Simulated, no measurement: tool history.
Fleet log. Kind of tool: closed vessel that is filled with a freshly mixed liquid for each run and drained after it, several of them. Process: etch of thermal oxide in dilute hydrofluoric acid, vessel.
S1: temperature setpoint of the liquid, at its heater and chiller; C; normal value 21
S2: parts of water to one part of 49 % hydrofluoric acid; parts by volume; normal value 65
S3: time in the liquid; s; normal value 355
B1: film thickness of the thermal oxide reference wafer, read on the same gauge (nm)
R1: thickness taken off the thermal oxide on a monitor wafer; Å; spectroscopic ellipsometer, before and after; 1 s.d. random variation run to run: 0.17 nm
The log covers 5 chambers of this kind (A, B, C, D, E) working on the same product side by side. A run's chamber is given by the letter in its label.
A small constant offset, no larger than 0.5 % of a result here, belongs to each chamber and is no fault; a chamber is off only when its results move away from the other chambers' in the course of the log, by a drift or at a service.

| run | hour | S1 | S2 | S3 | B1 | R1 |
|---|---|---|---|---|---|---|
| 1B | 3.3 | 21 | 65 | 355 | 109.97 | 232.70 |
| 2D | 9.1 | 21 | 65 | 355 | 110.03 | 231.65 |
|  | 12.2 | chamber E: hydrofluoric acid flow meter replaced |
| 3A | 13.7 | 21 | 65 | 355 | 109.99 | 233.96 |
| 4E | 17.7 | 21 | 65 | 355 | 110.00 | 232.77 |
| 5C | 22.2 | 21 | 65 | 355 | 109.99 | 231.41 |
| 6E | 25.7 | 21 | 65 | 355 | 109.98 | 234.48 |
| 7A | 28.6 | 21 | 65 | 355 | 109.99 | 227.31 |
| 8D | 34.3 | 21 | 65 | 355 | 109.99 | 231.03 |
|  | 37.1 | chamber B: thermometer replaced |
| 9C | 40.0 | 21 | 65 | 355 | 110.01 | 230.28 |
| 10B | 43.3 | 21 | 65 | 355 | 109.99 | 231.82 |
| 11A | 49.1 | 21 | 65 | 355 | 110.01 | 229.23 |
| 12B | 54.4 | 21 | 65 | 355 | 110.03 | 233.78 |
| 13D | 59.0 | 21 | 65 | 355 | 110.00 | 239.34 |
| 14C | 64.0 | 21 | 65 | 355 | 109.99 | 230.33 |
| 15E | 68.2 | 21 | 65 | 355 | 110.01 | 233.46 |
| 16D | 70.9 | 24 | 45 | 355 | 109.98 | 400.76 |
| 17C | 76.5 | 24 | 45 | 355 | 110.02 | 382.32 |
| 18E | 81.5 | 24 | 45 | 355 | 109.99 | 388.90 |
| 19B | 84.2 | 24 | 45 | 355 | 110.00 | 387.47 |
| 20A | 88.4 | 24 | 45 | 355 | 109.99 | 388.88 |
| 21A | 92.1 | 21 | 65 | 355 | 109.99 | 234.79 |
| 22B | 94.9 | 21 | 65 | 355 | 110.01 | 229.92 |
| 23D | 97.9 | 21 | 65 | 475 | 110.01 | 319.29 |
| 24C | 102.5 | 21 | 65 | 475 | 109.98 | 305.30 |
| 25E | 105.8 | 21 | 65 | 475 | 109.98 | 313.52 |
|  | 110.1 | chamber E: thermometer replaced |
| 26A | 110.5 | 21 | 65 | 475 | 110.01 | 310.34 |
| 27B | 116.1 | 21 | 65 | 475 | 110.00 | 310.20 |
| 28D | 119.5 | 21 | 65 | 355 | 110.01 | 242.72 |
| 29C | 124.4 | 21 | 65 | 355 | 110.00 | 230.14 |
| 30E | 129.7 | 21 | 65 | 355 | 110.01 | 232.80 |
| 31B | 133.0 | 21 | 65 | 355 | 110.00 | 234.82 |
| 32C | 136.2 | 21 | 65 | 355 | 110.02 | 234.19 |
| 33E | 139.3 | 18 | 55 | 355 | 109.96 | 245.07 |
|  | 139.7 | chamber D: thermometer replaced |
| 34D | 143.8 | 18 | 55 | 355 | 109.98 | 256.14 |
| 35A | 148.2 | 18 | 55 | 355 | 110.00 | 244.93 |
| 36D | 152.7 | 18 | 55 | 355 | 109.99 | 256.94 |

Next, every chamber runs the same settings. What will each give?
| 37A | 156.9 | 21 | 65 | 355 |  | ? |
| 37B | 156.9 | 21 | 65 | 355 |  | ? |
| 37C | 156.9 | 21 | 65 | 355 |  | ? |
| 37D | 156.9 | 21 | 65 | 355 |  | ? |
| 37E | 156.9 | 21 | 65 | 355 |  | ? |

| run | R1 |
|---|---|
| 37A | 233.57 |
| 37B | 232.03 |
| 37C | 227.95 |
| 37D | 240.14 |
| 37E | 235.08 |

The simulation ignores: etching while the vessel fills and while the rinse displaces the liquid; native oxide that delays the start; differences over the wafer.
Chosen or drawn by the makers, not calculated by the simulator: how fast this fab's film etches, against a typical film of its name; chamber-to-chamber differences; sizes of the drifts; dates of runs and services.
